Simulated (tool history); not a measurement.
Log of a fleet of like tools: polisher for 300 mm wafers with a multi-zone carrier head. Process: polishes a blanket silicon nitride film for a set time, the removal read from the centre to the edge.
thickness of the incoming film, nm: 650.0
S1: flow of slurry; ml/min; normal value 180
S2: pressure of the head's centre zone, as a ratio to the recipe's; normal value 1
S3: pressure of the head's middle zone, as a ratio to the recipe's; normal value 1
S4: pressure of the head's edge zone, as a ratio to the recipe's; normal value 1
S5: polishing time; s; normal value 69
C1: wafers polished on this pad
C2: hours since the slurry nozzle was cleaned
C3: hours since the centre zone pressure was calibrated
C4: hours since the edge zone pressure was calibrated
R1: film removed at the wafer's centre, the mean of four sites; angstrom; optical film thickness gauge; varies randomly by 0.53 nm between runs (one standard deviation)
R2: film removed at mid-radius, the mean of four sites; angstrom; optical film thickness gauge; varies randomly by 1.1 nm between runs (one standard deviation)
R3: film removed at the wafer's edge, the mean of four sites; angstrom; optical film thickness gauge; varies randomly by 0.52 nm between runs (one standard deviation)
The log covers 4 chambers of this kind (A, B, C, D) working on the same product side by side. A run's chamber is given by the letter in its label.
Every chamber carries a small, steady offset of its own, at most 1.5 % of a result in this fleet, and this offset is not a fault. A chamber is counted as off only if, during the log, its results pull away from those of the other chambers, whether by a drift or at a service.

-- hour=1.8 chamber C: worn pad replaced by a new one
run 1B hour=4.8 | S1=180 S2=1 S3=1 S4=1 S5=69 | C1=154 C2=89.5 C3=684.4 C4=641.4 | R1=793.34 R2=787.5 R3=792.63
run 2C hour=9.2 | S1=180 S2=1 S3=1 S4=1 S5=69 | C1=110 C2=479 C3=1175 C4=208.8 | R1=787.86 R2=801.84 R3=782.72
run 3D hour=13.5 | S1=180 S2=1 S3=1 S4=1 S5=69 | C1=258 C2=450.2 C3=1073.9 C4=317.9 | R1=790.99 R2=775.42 R3=792.77
run 4A hour=17.7 | S1=180 S2=1 S3=1 S4=1 S5=69 | C1=1182 C2=258.2 C3=100.6 C4=685.4 | R1=787.5 R2=788.18 R3=785.79
-- hour=20 chamber A: worn pad replaced by a new one
run 5D hour=21.2 | S1=180 S2=1 S3=1 S4=1 S5=69 | C1=372 C2=457.9 C3=1081.6 C4=325.6 | R1=800.37 R2=770.97 R3=787.88
run 6A hour=25.4 | S1=180 S2=1 S3=1 S4=1 S5=69 | C1=80 C2=265.9 C3=108.3 C4=693.1 | R1=788.16 R2=777.43 R3=781.74
run 7C hour=30.6 | S1=180 S2=1 S3=1 S4=1 S5=69 | C1=427 C2=500.4 C3=1196.4 C4=230.2 | R1=796.52 R2=811.25 R3=782.3
run 8B hour=34.2 | S1=180 S2=1 S3=1 S4=1 S5=69 | C1=589 C2=118.9 C3=713.8 C4=670.8 | R1=790.3 R2=790.79 R3=797.07
-- hour=35.5 chamber C: worn pad replaced by a new one
run 9A hour=40.4 | S1=180 S2=1 S3=1 S4=1 S5=69 | C1=302 C2=280.9 C3=123.3 C4=708.1 | R1=795.07 R2=804.97 R3=786.09
-- hour=41.8 chamber D: slurry nozzle cleaned
run 10C hour=43.6 | S1=180 S2=1 S3=1 S4=1 S5=69 | C1=120 C2=513.4 C3=1209.4 C4=243.2 | R1=791.28 R2=799.76 R3=783.51
run 11D hour=47.6 | S1=180 S2=1 S3=1 S4=1 S5=69 | C1=763 C2=5.9 C3=1108 C4=352 | R1=793.28 R2=777.07 R3=796.72
-- hour=47.9 chamber D: centre zone pressure recalibrated
-- hour=48.9 chamber B: worn pad replaced by a new one
run 12B hour=51.1 | S1=145 S2=1.08 S3=1 S4=1 S5=69 | C1=32 C2=135.8 C3=730.7 C4=687.7 | R1=821.51 R2=777.09 R3=770.55
run 13A hour=55.2 | S1=145 S2=1.08 S3=1 S4=1 S5=69 | C1=521 C2=295.7 C3=138.1 C4=722.9 | R1=818.67 R2=746.81 R3=762.3
run 14C hour=60.5 | S1=145 S2=1.08 S3=1 S4=1 S5=69 | C1=370 C2=530.3 C3=1226.3 C4=260.1 | R1=820.13 R2=766.8 R3=767.19
run 15D hour=66.1 | S1=145 S2=1.08 S3=1 S4=1 S5=69 | C1=1037 C2=24.4 C3=18.2 C4=370.5 | R1=825.31 R2=746.77 R3=776.03
-- hour=71.4 chamber C: worn pad replaced by a new one
run 16B hour=72.5 | S1=180 S2=1 S3=1 S4=1 S5=69 | C1=349 C2=157.2 C3=752.1 C4=709.1 | R1=789.07 R2=791.61 R3=788.88
-- hour=72.8 chamber D: worn pad replaced by a new one
run 17A hour=78.4 | S1=180 S2=1 S3=1 S4=1 S5=69 | C1=864 C2=318.9 C3=161.3 C4=746.1 | R1=798.66 R2=795.77 R3=789.2
run 18B hour=81.9 | S1=180 S2=1 S3=1 S4=1 S5=69 | C1=488 C2=166.6 C3=761.5 C4=718.5 | R1=800.81 R2=794.33 R3=791.02
run 19D hour=88 | S1=180 S2=1 S3=1 S4=1 S5=69 | C1=226 C2=46.3 C3=40.1 C4=392.4 | R1=786.39 R2=790.43 R3=797.88
run 20C hour=93.3 | S1=180 S2=1 S3=1 S4=1 S5=69 | C1=325 C2=563.1 C3=1259.1 C4=292.9 | R1=798.17 R2=767.64 R3=772.6
run 21D hour=96.5 | S1=180 S2=1 S3=1 S4=1 S5=69 | C1=352 C2=54.8 C3=48.6 C4=400.9 | R1=787.87 R2=796.85 R3=790.23
-- hour=96.7 chamber B: worn pad replaced by a new one
run 22A hour=99.8 | S1=180 S2=1 S3=1 S4=1 S5=69 | C1=1181 C2=340.3 C3=182.7 C4=767.5 | R1=794.48 R2=803.96 R3=787.92
run 23C hour=103.5 | S1=180 S2=1 S3=1 S4=1 S5=69 | C1=476 C2=573.3 C3=1269.3 C4=303.1 | R1=798.08 R2=799.09 R3=778.34
-- hour=109.1 chamber A: worn pad replaced by a new one
run 24B hour=110.1 | S1=180 S2=1 S3=1 S4=1 S5=69 | C1=199 C2=194.8 C3=789.7 C4=746.7 | R1=784.11 R2=792.24 R3=790.21
-- hour=115.1 chamber C: worn pad replaced by a new one
run 25D hour=116.6 | S1=180 S2=1 S3=1 S4=1 S5=69 | C1=649 C2=74.9 C3=68.7 C4=421 | R1=801.59 R2=791.88 R3=792.64
-- hour=116.9 chamber C: centre zone pressure recalibrated
run 26A hour=119.8 | S1=180 S2=1 S3=1.1 S4=1 S5=60 | C1=158 C2=360.3 C3=202.7 C4=787.5 | R1=690.53 R2=756.54 R3=685.66
run 27C hour=125.6 | S1=180 S2=1 S3=1.1 S4=1 S5=60 | C1=155 C2=595.4 C3=8.8 C4=325.2 | R1=682.12 R2=746 R3=676.6
run 28B hour=129.4 | S1=180 S2=1 S3=1.1 S4=1 S5=60 | C1=485 C2=214.1 C3=809 C4=766 | R1=688.19 R2=767.08 R3=692.67
run 29A hour=134.8 | S1=180 S2=1 S3=1.1 S4=1 S5=60 | C1=380 C2=375.3 C3=217.7 C4=802.5 | R1=697.73 R2=735.42 R3=684.76
run 30D hour=138.5 | S1=180 S2=1 S3=1 S4=1 S5=69 | C1=973 C2=96.8 C3=90.6 C4=442.9 | R1=790.92 R2=790.94 R3=781.5
run 31C hour=141.5 | S1=180 S2=1 S3=1 S4=1 S5=69 | C1=391 C2=611.3 C3=24.7 C4=341.1 | R1=786.55 R2=804.53 R3=792.41
run 32B hour=148.3 | S1=180 S2=1 S3=1 S4=1 S5=69 | C1=764 C2=233 C3=827.9 C4=784.9 | R1=796.65 R2=795.24 R3=797.33
-- hour=151.2 chamber B: worn pad replaced by a new one
run 33A hour=154.9 | S1=180 S2=1 S3=1 S4=1 S5=69 | C1=678 C2=395.4 C3=237.8 C4=822.6 | R1=790.82 R2=809.08 R3=787.99
-- hour=155 chamber C: worn pad replaced by a new one
-- hour=160.2 chamber D: worn pad replaced by a new one
run 34D hour=160.5 | S1=180 S2=1 S3=1 S4=1 S5=69 | C1=4 C2=118.8 C3=112.6 C4=464.9 | R1=793 R2=794.96 R3=788.08
run 35B hour=163.5 | S1=145 S2=1 S3=1 S4=1 S5=69 | C1=183 C2=248.2 C3=843.1 C4=800.1 | R1=752.54 R2=779.6 R3=767.45
run 36C hour=168.2 | S1=145 S2=1 S3=1 S4=1 S5=69 | C1=196 C2=638 C3=51.4 C4=367.8 | R1=763.65 R2=768.17 R3=769.37
run 37C hour=173 | S1=145 S2=1 S3=1 S4=1 S5=69 | C1=267 C2=642.8 C3=56.2 C4=372.6 | R1=758.54 R2=751.78 R3=764.12
run 38D hour=179.2 | S1=145 S2=1 S3=1 S4=1 S5=69 | C1=281 C2=137.5 C3=131.3 C4=483.6 | R1=766.93 R2=748.23 R3=759

Which is it: a chamber that has drifted or been left off by a service, a gauge drift common to all chambers, or only each chamber's usual small offset? If a chamber is off, name it and its likeliest cause.

No chamber stands off beyond its own small offset, and the gauge holds steady.
